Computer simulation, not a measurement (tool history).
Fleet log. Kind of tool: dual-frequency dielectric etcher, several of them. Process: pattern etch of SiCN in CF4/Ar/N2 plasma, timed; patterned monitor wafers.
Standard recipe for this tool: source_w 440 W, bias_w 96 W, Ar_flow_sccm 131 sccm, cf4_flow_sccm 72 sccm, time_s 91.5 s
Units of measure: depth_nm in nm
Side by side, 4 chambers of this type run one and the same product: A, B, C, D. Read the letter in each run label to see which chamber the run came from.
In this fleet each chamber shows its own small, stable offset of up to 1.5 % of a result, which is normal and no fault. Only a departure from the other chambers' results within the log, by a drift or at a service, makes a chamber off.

run   hour  source_w  bias_w  Ar_flow_sccm  cf4_flow_sccm  time_s  read-back reference wafer on the same gauge, depth_nm  depth_nm
       5.5  -- chamber D: wet clean of the chamber
 1B    6.4       440      96           131             72    91.5                                                 95.935    82.812
 2C   13.2       440      96           131             72    91.5                                                 95.931    82.504
 3D   19.1       440      96           131             72    91.5                                                 95.905    82.954
 4A   22.5       440      96           131             72    91.5                                                 95.949    83.712
 5C   26.2       440      96           131             72    91.5                                                 95.951    82.455
 6B   33.1       440      96           131             72    72.5                                                 95.986    65.572
 7A   37.6       440      96           131             72    72.5                                                 95.973     66.24
 8D   44.4       440      96           131             72    72.5                                                 95.971    65.808
 9C   50.3       440      96           131             72    72.5                                                 95.988    65.357
10A   54.4       440      96           131             72    91.5                                                 95.995    83.767
11B   59.8       440      96           131             72    91.5                                                 96.015    82.762
12D   64.4       440      96           131             72    91.5                                                 96.051    83.074
13A   70.4       440      96           131             72    91.5                                                 96.043    83.924
14B   75.4       440      96           131             72    91.5                                                 96.053    82.992
      82.7  -- chamber B: source power generator calibrated
15C   83.1       440      96           131             72    91.5                                                 96.085    82.644
16D     89       440      96           131             72    91.5                                                 96.135    82.998
17C   92.8       440      96           131             72    91.5                                                 96.114    82.753
18A  100.4       400     119           131             72    91.5                                                 96.088    83.817
     105.3  -- chamber A: wet clean of the chamber
19B  107.5       400     119           131             72    91.5                                                 96.126    82.902
20D    111       400     119           131             72    91.5                                                 96.123    83.473
21A  116.7       400     119           131             72    91.5                                                 96.131     83.96
22B  121.3       440      96           131             72    91.5                                                 96.183    83.016
23D  128.1       440      96           131             72    91.5                                                 96.186    83.319
24C  135.9       440      96           131             72    91.5                                                  96.19    82.603
25A  139.4       440      96           131             72    91.5                                                 96.155    83.932
26D  145.8       440      96           131             72    91.5                                                 96.241    83.339
27C  151.9       490      96           131             72    91.5                                                  96.21    90.852
     153.7  -- chamber B: Ar flow controller replaced
28B    159       490      96           131             72    91.5                                                 96.267    91.105
29A  163.9       490      96           131             72    91.5                                                 96.233    92.339
30B  169.6       490      96           131             72    91.5                                                 96.282    91.245
     175.9  -- chamber C: wet clean of the chamber
31D  176.9       440      96           131             72    91.5                                                  96.32    83.374
32C  182.9       440      96           131             72    91.5                                                 96.312    83.017
33C  190.4       440      96           131             72    91.5                                                 96.333    82.544
34B  197.2       440      96           131             72    91.5                                                 96.322    83.142
35D  203.6       440      96           131             72    91.5                                                 96.363     83.19
36A  210.6       440      96           131             72    91.5                                                 96.376    84.081
37A  215.1       440      96           131             72    91.5                                                 96.343        84
38B  219.7       440      96           131             72    91.5                                                 96.385    83.194
39C  227.4       440      96           131             72    91.5                                                 96.393     82.82
40D  235.1       440      96           131             72    91.5                                                 96.427    83.405
41C  241.3       440      96           131             72    91.5                                                 96.452    82.958
42B  245.7       440      96           131             58    91.5                                                 96.449    80.804
43D  249.7       440      96           131             58    91.5                                                 96.442    80.916
44A  257.4       440      96           131             58    91.5                                                 96.477    81.651

Each of the 4 chambers runs these same settings next. Fill in every chamber's results:
45A  263.1       440      96           131             72     110                                                                ?
45B  263.1       440      96           131             72     110                                                                ?
45C  263.1       440      96           131             72     110                                                                ?
45D  263.1       440      96           131             72     110                                                                ?

run  depth_nm
45A    101.06
45B    100.16
45C    99.979
45D    100.39
